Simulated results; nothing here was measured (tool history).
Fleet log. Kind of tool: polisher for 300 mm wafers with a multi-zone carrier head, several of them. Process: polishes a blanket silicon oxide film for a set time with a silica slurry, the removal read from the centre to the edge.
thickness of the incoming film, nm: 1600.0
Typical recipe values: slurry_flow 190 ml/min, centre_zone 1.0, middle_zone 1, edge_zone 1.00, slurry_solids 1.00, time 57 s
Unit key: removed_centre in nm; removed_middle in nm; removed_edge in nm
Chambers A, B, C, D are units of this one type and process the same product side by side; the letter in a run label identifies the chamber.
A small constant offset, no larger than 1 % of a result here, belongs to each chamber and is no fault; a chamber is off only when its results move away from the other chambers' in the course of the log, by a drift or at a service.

run	day	slurry_flow	centre_zone	middle_zone	edge_zone	slurry_solids	time	removed_centre	removed_middle	removed_edge
1A	0.217	190	1.0	1	1.00	1.00	57	269.45	266.83	268.93
2D	0.425	190	1.0	1	1.00	1.00	57	269.70	270.35	269.25
# day 0.467: chamber A: worn pad replaced by a new one
3C	0.592	190	1.0	1	1.00	1.00	57	264.65	274.19	267.27
4B	0.817	190	1.0	1	1.00	1.00	57	268.42	274.13	267.81
5D	0.938	190	0.9	1	1.00	1.00	76	318.39	357.93	361.71
# day 0.942: chamber D: worn pad replaced by a new one
6C	1.092	190	0.9	1	1.00	1.00	76	319.82	360.60	356.14
# day 1.125: chamber B: worn pad replaced by a new one
7B	1.204	190	0.9	1	1.00	1.00	76	331.60	363.53	357.39
8A	1.338	190	0.9	1	1.00	1.00	76	319.52	356.41	356.84
9C	1.558	190	1.0	1	1.00	1.00	57	263.95	267.59	266.18
10D	1.779	190	1.0	1	1.00	0.75	74	312.89	304.68	306.58
11A	1.912	190	1.0	1	1.00	0.75	74	304.39	304.41	305.36
12B	2.079	190	1.0	1	1.00	0.75	74	305.29	304.60	302.84
13D	2.233	190	1.0	1	1.00	0.75	74	308.36	303.83	305.30
14B	2.375	190	1.0	1	1.00	1.00	57	271.76	271.61	264.53
15A	2.529	190	1.0	1	1.00	1.00	57	275.63	270.88	269.81
16C	2.646	190	1.0	1	1.00	1.00	57	258.18	261.21	262.45
17B	2.879	190	1.0	1	1.00	1.00	57	268.94	272.61	268.67
# day 2.921: chamber C: worn pad replaced by a new one
18C	3.112	190	1.0	1	1.00	1.00	57	260.81	260.35	259.86
# day 3.238: chamber B: edge zone pressure recalibrated
# day 3.317: chamber A: worn pad replaced by a new one
19D	3.342	190	1.0	1	1.00	1.00	57	264.92	271.29	273.57
20A	3.529	190	1.0	1	1.00	1.00	57	264.40	270.10	271.50
21A	3.721	190	1.0	1	1.00	1.00	57	271.07	266.73	269.98
# day 3.800: chamber D: worn pad replaced by a new one
22B	3.825	190	1.0	1	0.88	1.00	57	267.23	269.83	247.92
23D	4.058	190	1.0	1	0.88	1.00	57	274.04	271.92	253.81
24C	4.296	190	1.0	1	0.88	1.00	57	252.27	253.59	243.60

Read the log: is a single chamber off, either drifting away or since a service, is the gauge that measures every chamber drifting, or is nothing wrong beyond small per-chamber offsets? Name any odd chamber and what most likely caused it.

Chamber C drifts away from the others.
Most likely cause: slurry flow missing at the pad, % = 30.4.

Chamber C could run next with any of the 4 candidate recipes listed below; each alters the usual settings, and their results appear as question marks. Which one brings its results back in line with what the other chambers deliver on the usual settings?
Maximum distance from the other chambers' mean on the usual settings for a result to count as in line: removed_centre 13.00 nm; removed_middle 6.00 nm; removed_edge 5.90 nm
25C-1	4.467	195	1.02	1.01	0.99	1.00	60	?	?	?
25C-2	4.467	180	0.96	0.98	1.03	0.95	53	?	?	?
25C-3	4.467	185	0.98	0.99	1.01	1.00	54	?	?	?
25C-4	4.467	200	1.05	1.02	0.97	1.05	62	?	?	?

Average result of the remaining chambers running the usual settings: removed_centre 270.72 nm; removed_middle 270.03 nm; removed_edge 269.12 nm
run	removed_centre	removed_middle	removed_edge
25C-1	269.12	270.14	270.57
25C-2	213.01	222.73	235.49
25C-3	228.86	235.96	244.14
25C-4	295.05	289.39	283.76
25C-1 is the one that brings the chamber's results back in line with the other chambers.

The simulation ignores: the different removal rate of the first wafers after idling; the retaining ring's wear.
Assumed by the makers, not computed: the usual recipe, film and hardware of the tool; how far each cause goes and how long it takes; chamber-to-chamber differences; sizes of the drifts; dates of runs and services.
